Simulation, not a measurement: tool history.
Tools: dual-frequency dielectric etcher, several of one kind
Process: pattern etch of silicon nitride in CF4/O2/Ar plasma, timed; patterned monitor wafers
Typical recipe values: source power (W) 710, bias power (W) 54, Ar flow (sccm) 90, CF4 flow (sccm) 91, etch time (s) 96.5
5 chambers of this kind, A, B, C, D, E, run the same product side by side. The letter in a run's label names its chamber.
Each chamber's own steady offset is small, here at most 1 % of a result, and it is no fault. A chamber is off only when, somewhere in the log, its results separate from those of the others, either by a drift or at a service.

run	hour	source power (W)	bias power (W)	Ar flow (sccm)	CF4 flow (sccm)	etch time (s)	hours since the last wet clean	hours since the last source power generator calibration	hours since the last bias power generator calibration	hours since the last Ar flow controller change	hours since the last CF4 flow controller change	read-back reference wafer on the same gauge, depth_nm	mean etch depth across the wafer (angstrom)
# hour 1.1: chamber B: wet clean of the chamber
1C	3.8	710	54	90	91	96.5	327.1	478.4	3475.7	4893.6	2693.6	205.95	2547.6
2D	10.0	710	54	90	91	96.5	163.0	2437.4	1017.0	1168.6	2199.2	205.94	2559.7
3A	16.7	710	54	90	91	96.5	164.5	3140.0	757.1	1175.4	1007.1	205.96	2541.9
4E	23.3	710	54	90	91	96.5	605.4	661.8	3036.1	828.0	2827.4	205.83	2538.4
5B	27.1	710	54	90	91	96.5	26.0	245.8	611.1	1646.9	866.1	205.85	2543.7
6C	33.9	710	54	90	91	96.5	357.2	508.5	3505.8	4923.7	2723.7	205.78	2537.1
7A	40.4	710	54	90	91	96.5	188.2	3163.7	780.8	1199.1	1030.8	205.83	2540.1
8D	46.4	710	54	83	91	96.5	199.4	2473.8	1053.4	1205.0	2235.6	205.74	2577.6
# hour 50.1: chamber E: wet clean of the chamber
9E	51.2	710	54	83	91	96.5	1.1	689.7	3064.0	855.9	2855.3	205.80	2561.3
10B	56.3	710	54	83	91	96.5	55.2	275.0	640.3	1676.1	895.3	205.73	2574.3
11D	63.1	710	54	83	91	96.5	216.1	2490.5	1070.1	1221.7	2252.3	205.69	2574.7
12C	69.9	710	54	83	91	96.5	393.2	544.5	3541.8	4959.7	2759.7	205.59	2557.7
# hour 72.0: chamber C: CF4 flow controller replaced
13B	76.0	710	54	90	91	96.5	74.9	294.7	660.0	1695.8	915.0	205.61	2548.6
14E	80.2	710	54	90	91	96.5	30.1	718.7	3093.0	884.9	2884.3	205.46	2531.7
15A	84.2	710	54	90	91	96.5	232.0	3207.5	824.6	1242.9	1074.6	205.59	2537.3
16E	89.3	710	54	106	112	96.5	39.2	727.8	3102.1	894.0	2893.4	205.54	2551.8
17B	93.5	710	54	106	112	96.5	92.4	312.2	677.5	1713.3	932.5	205.54	2564.5
18D	99.3	710	54	106	112	96.5	252.3	2526.7	1106.3	1257.9	2288.5	205.50	2573.3
# hour 100.9: chamber C: wet clean of the chamber
19C	107.1	710	54	106	112	96.5	6.3	581.7	3579.0	4996.9	35.2	205.46	2543.9
20A	115.3	710	54	106	112	96.5	263.1	3238.6	855.7	1274.0	1105.7	205.37	2549.9
21E	123.1	710	54	90	91	96.5	73.0	761.6	3135.9	927.8	2927.2	205.36	2531.5
22D	128.3	710	54	90	91	96.5	281.3	2555.7	1135.3	1286.9	2317.5	205.28	2547.2
23A	132.0	710	54	90	91	96.5	279.8	3255.3	872.4	1290.7	1122.4	205.23	2532.8
24B	138.7	710	54	90	91	96.5	137.6	357.4	722.7	1758.5	977.7	205.27	2541.8
# hour 140.6: chamber E: CF4 flow controller replaced
25C	145.9	710	54	90	91	96.5	45.1	620.5	3617.8	5035.7	74.0	205.22	2534.8
26C	153.4	710	54	90	91	96.5	52.6	628.0	3625.3	5043.2	81.5	205.16	2532.1
27B	159.3	710	54	90	91	96.5	158.2	378.0	743.3	1779.1	998.3	205.12	2543.5
28E	164.4	710	54	90	91	96.5	114.3	802.9	3177.2	969.1	23.9	205.09	2537.2
29A	171.2	710	54	90	91	96.5	319.0	3294.5	911.6	1329.9	1161.6	205.11	2529.3
30D	179.0	710	54	90	91	96.5	332.0	2606.4	1186.0	1337.6	2368.2	205.07	2545.8
31B	183.8	710	54	90	91	96.5	182.7	402.5	767.8	1803.6	1022.8	205.06	2539.9
32D	190.0	710	54	90	91	96.5	343.0	2617.4	1197.0	1348.6	2379.2	204.99	2547.9
33E	194.2	710	54	90	74	96.5	144.1	832.7	3207.0	998.9	53.7	204.97	2456.9
34C	198.7	710	54	90	74	96.5	97.9	673.3	3670.6	5088.5	126.8	204.95	2466.1
35A	205.7	710	54	90	74	96.5	353.5	3329.0	946.1	1364.4	1196.1	204.90	2463.2
36A	210.0	710	54	90	74	96.5	357.8	3333.3	950.4	1368.7	1200.4	204.87	2463.0
37E	214.7	710	54	90	74	96.5	164.6	853.2	3227.5	1019.4	74.2	204.83	2455.8

What goes on in this fleet: one chamber off, a drifting gauge, or nothing beyond the chambers' own small offsets? Name the chamber and the cause, if any.

The shared gauge is drifting. All chambers look as if they move in step, but none is off.
Likeliest cause: gauge reads low (%) = 0.567.
